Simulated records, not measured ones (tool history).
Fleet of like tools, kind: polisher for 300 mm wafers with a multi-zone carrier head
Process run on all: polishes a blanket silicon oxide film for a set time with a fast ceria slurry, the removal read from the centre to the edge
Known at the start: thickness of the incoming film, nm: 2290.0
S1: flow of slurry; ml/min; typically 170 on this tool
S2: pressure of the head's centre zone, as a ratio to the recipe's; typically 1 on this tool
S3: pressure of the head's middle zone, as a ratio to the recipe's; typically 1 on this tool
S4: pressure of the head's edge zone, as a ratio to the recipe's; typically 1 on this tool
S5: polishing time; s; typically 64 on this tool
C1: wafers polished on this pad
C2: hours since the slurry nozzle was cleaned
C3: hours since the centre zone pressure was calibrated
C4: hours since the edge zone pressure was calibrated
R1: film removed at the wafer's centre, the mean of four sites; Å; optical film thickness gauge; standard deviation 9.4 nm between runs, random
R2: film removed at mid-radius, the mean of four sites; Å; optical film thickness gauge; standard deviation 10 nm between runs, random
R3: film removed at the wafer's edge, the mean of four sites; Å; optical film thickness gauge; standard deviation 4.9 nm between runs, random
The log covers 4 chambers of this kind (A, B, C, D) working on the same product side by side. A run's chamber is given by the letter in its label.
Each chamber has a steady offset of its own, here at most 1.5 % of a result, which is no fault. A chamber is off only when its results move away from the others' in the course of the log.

run	hour	S1	S2	S3	S4	S5	C1	C2	C3	C4	R1	R2	R3
1D	7.7	170	1	1	1	64	1258	561.1	119.2	220.3	7262.8	7261.1	7082
# hour 7.8: chamber D: worn pad replaced by a new one
2B	13.3	170	1	1	1	64	522	456	203.6	32.4	7318.5	7108.8	7272.3
# hour 15.5: chamber B: worn pad replaced by a new one
3C	21.3	170	1	1	1	64	638	198.9	920.4	55.5	7038.2	7067.1	7115.7
4A	26.3	170	1	1	1	64	889	408.7	376.4	528.1	7159.9	7009.4	7245.4
5B	31.3	170	1	1	1	64	148	474	221.6	50.4	7141.3	7180.5	7267.4
6D	38	170	1	1	1	64	283	591.4	149.5	250.6	7372.3	7394	7162.4
# hour 38.3: chamber C: worn pad replaced by a new one
7C	42.3	170	1	0.96	1	64	38	219.9	941.4	76.5	7130.9	6926.8	7226.4
# hour 48.7: chamber A: worn pad replaced by a new one
8A	49.8	170	1	0.96	1	64	10	432.2	399.9	551.6	7328.2	6926.3	7241.9
9D	56.5	170	1	0.96	1	64	456	609.9	168	269.1	7309.6	7017.8	7129.8
10B	63.8	170	1	0.96	1	64	452	506.5	254.1	82.9	7226.4	6833.2	7308.8
# hour 66.1: chamber C: slurry nozzle cleaned
11A	69	170	1	1	1	64	190	451.4	419.1	570.8	7281.5	7230.9	7155
# hour 76.9: chamber B: worn pad replaced by a new one
12C	78.3	170	1	1	1	64	374	12.2	977.4	112.5	7391.8	7071.1	7148.7
13C	83.7	170	1	1	1	64	425	17.6	982.8	117.9	7220.5	7199.1	7155.3
14D	91.5	170	1	1	1	64	783	644.9	203	304.1	7245	7088.1	6986.1
15A	97.8	170	1	1	1	64	459	480.2	447.9	599.6	7391.9	7175.8	7248
16B	107.4	170	1	1	1	64	286	550.1	297.7	126.5	7260.2	7273.8	7306.4
17C	113.7	170	1	1	1	64	705	47.6	1012.8	147.9	7065.8	7349.6	7042.9
18B	121.7	170	1	1	1	64	419	564.4	312	140.8	7092.3	7166.2	7320.4
# hour 122.9: chamber C: worn pad replaced by a new one
19D	130.7	170	1	1	1	64	1150	684.1	242.2	343.3	7148.6	7168.7	7128.3
20A	136	170	1	1	1	64	817	518.4	486.1	637.8	7290.5	7274.5	7288.9
# hour 137.2: chamber B: worn pad replaced by a new one
21C	142.9	170	1	1	1	64	187	76.8	1042	177.1	6940.1	7005.6	7265.3
# hour 144.5: chamber D: worn pad replaced by a new one
22D	151.8	170	1	1	1	64	68	705.2	263.3	364.4	6987.3	6740.4	6950.2
23B	156	170	1	1	1	64	176	598.7	346.3	175.1	7150	7293.3	7285.1
24A	162.4	170	1	1	1	64	1064	544.8	512.5	664.2	7188.1	7135.4	7279.8
25C	167.3	170	1	1.06	1	71	415	101.2	1066.4	201.5	7903.6	8291.4	7923
# hour 168.2: chamber A: worn pad replaced by a new one
26D	173.7	170	1	1.06	1	71	273	727.1	285.2	386.3	7734.4	8141.8	7667.2
# hour 174.7: chamber B: centre zone pressure recalibrated
# hour 174.9: chamber B: slurry nozzle cleaned
27A	182.1	170	1	1.06	1	71	130	564.5	532.2	683.9	7986.5	8364.9	8022.4
28B	187.7	170	1	1.06	1	71	473	12.9	13.1	206.8	8165.5	8394.9	8054.6
# hour 189.8: chamber A: centre zone pressure recalibrated
# hour 193.4: chamber B: worn pad replaced by a new one
29B	195.5	135	1	1	1	56	20	20.7	20.9	214.6	6169.7	5872.3	6224.4
30D	202.3	135	1	1	1	56	541	755.7	313.8	414.9	5621.9	5591.4	5806.7
# hour 204.3: chamber C: worn pad replaced by a new one
31C	212.1	135	1	1	1	56	73	146	1111.2	246.3	5972.4	6168.3	6149.3
32A	221.9	135	1	1	1	56	502	604.3	32.2	723.7	6074.1	5959.1	6143.4
33D	230.6	170	1	1	1	47	805	784	342.1	443.2	4861.9	4991.7	4971.4
34A	238.7	170	1	1	1	47	659	621.1	49	740.5	5212.5	5421.5	5405.4
35B	244.4	170	1	1	1	47	477	69.6	69.8	263.5	5385.4	5158.7	5320.4
36C	254.2	170	1	1	1	47	467	188.1	1153.3	288.4	5249.2	5281.1	5193.1
37B	263.1	170	1	1	1	64	652	88.3	88.5	282.2	7080.3	7039.4	7276.7
38D	272	170	1	1	1	64	1193	825.4	383.5	484.6	6393.3	6531	6583.7
39C	279.8	170	1	1	1	64	706	213.7	1178.9	314	7064.1	7390.1	7158.6
40A	285.6	170	1	1	1	64	1098	668	95.9	787.4	7163.7	7204.6	7258.1

For the next run the whole fleet of 4 chambers uses the same settings. Give each chamber's results:
41A	292.7	170	1	1	1	64					?	?	?
41B	292.7	170	1	1	1	64					?	?	?
41C	292.7	170	1	1	1	64					?	?	?
41D	292.7	170	1	1	1	64					?	?	?

run	R1	R2	R3
41A	7040.1	7260.6	7214.9
41B	7231.2	7160	7227.6
41C	7020.1	7029.9	7188.8
41D	6401.7	6550	6622.5
